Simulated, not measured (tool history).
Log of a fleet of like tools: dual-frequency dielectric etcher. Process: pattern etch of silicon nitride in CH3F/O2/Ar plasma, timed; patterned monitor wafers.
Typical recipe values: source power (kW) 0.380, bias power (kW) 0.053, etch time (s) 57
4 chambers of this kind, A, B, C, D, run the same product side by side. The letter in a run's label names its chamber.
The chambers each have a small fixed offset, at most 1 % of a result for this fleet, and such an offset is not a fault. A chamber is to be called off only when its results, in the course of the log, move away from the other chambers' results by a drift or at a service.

run	day	source power (kW)	bias power (kW)	etch time (s)	read-back reference wafer on the same gauge, depth_nm	mean etch depth across the wafer (nm)
1B	0.258	0.380	0.053	57	34.199	34.978
2D	0.462	0.380	0.053	57	34.214	35.183
3C	0.646	0.380	0.053	57	34.210	35.325
# day 0.650: chamber B: wet clean of the chamber
4A	0.900	0.380	0.053	57	34.199	35.054
5C	1.171	0.380	0.053	57	34.215	35.277
6A	1.408	0.380	0.053	57	34.198	35.133
7D	1.567	0.380	0.053	57	34.191	34.899
8B	1.796	0.380	0.044	57	34.204	33.138
9D	1.917	0.380	0.044	57	34.198	32.929
10A	2.158	0.380	0.044	57	34.198	33.076
11B	2.400	0.380	0.044	57	34.230	32.965
12C	2.604	0.380	0.053	57	34.197	35.314
13B	2.742	0.380	0.053	57	34.206	34.988
14A	2.962	0.380	0.053	43	34.199	26.428
15C	3.112	0.380	0.053	43	34.209	26.665
16D	3.258	0.380	0.053	43	34.187	26.009
17D	3.446	0.380	0.053	43	34.192	26.058
18C	3.667	0.380	0.053	57	34.199	35.371
19B	3.829	0.380	0.053	57	34.199	34.997
20A	3.983	0.380	0.053	57	34.206	35.069
21B	4.112	0.380	0.053	57	34.202	35.023
22D	4.279	0.380	0.040	57	34.204	31.288
23C	4.529	0.380	0.040	57	34.190	32.276
24A	4.725	0.380	0.040	57	34.197	32.161

Read the log: is a single chamber off, either drifting away or since a service, is the gauge that measures every chamber drifting, or is nothing wrong beyond small per-chamber offsets? Name any odd chamber and what most likely caused it.

Little by little, chamber D moves away from the other chambers.
Likeliest cause: etch rate under this chamber's usual, % = 2.96.

Which of the 4 candidates below, each the usual settings with something changed and its results left as question marks, puts chamber D back in line with what the other chambers give on the usual settings?
Allowed miss from the other chambers' usual-settings mean, per result, to count as in line: mean etch depth across the wafer (nm) 0.280
25D-1	4.921	0.380	0.054	59.5		?
25D-2	4.921	0.380	0.053	54.5		?
25D-3	4.921	0.400	0.055	57.0		?
25D-4	4.921	0.380	0.048	57.0		?

Average result of the remaining chambers running the usual settings: mean etch depth across the wafer (nm) 35.150
run	mean etch depth across the wafer (nm)
25D-1	35.922
25D-2	32.704
25D-3	35.312
25D-4	33.134
25D-3 brings the chamber back in line.
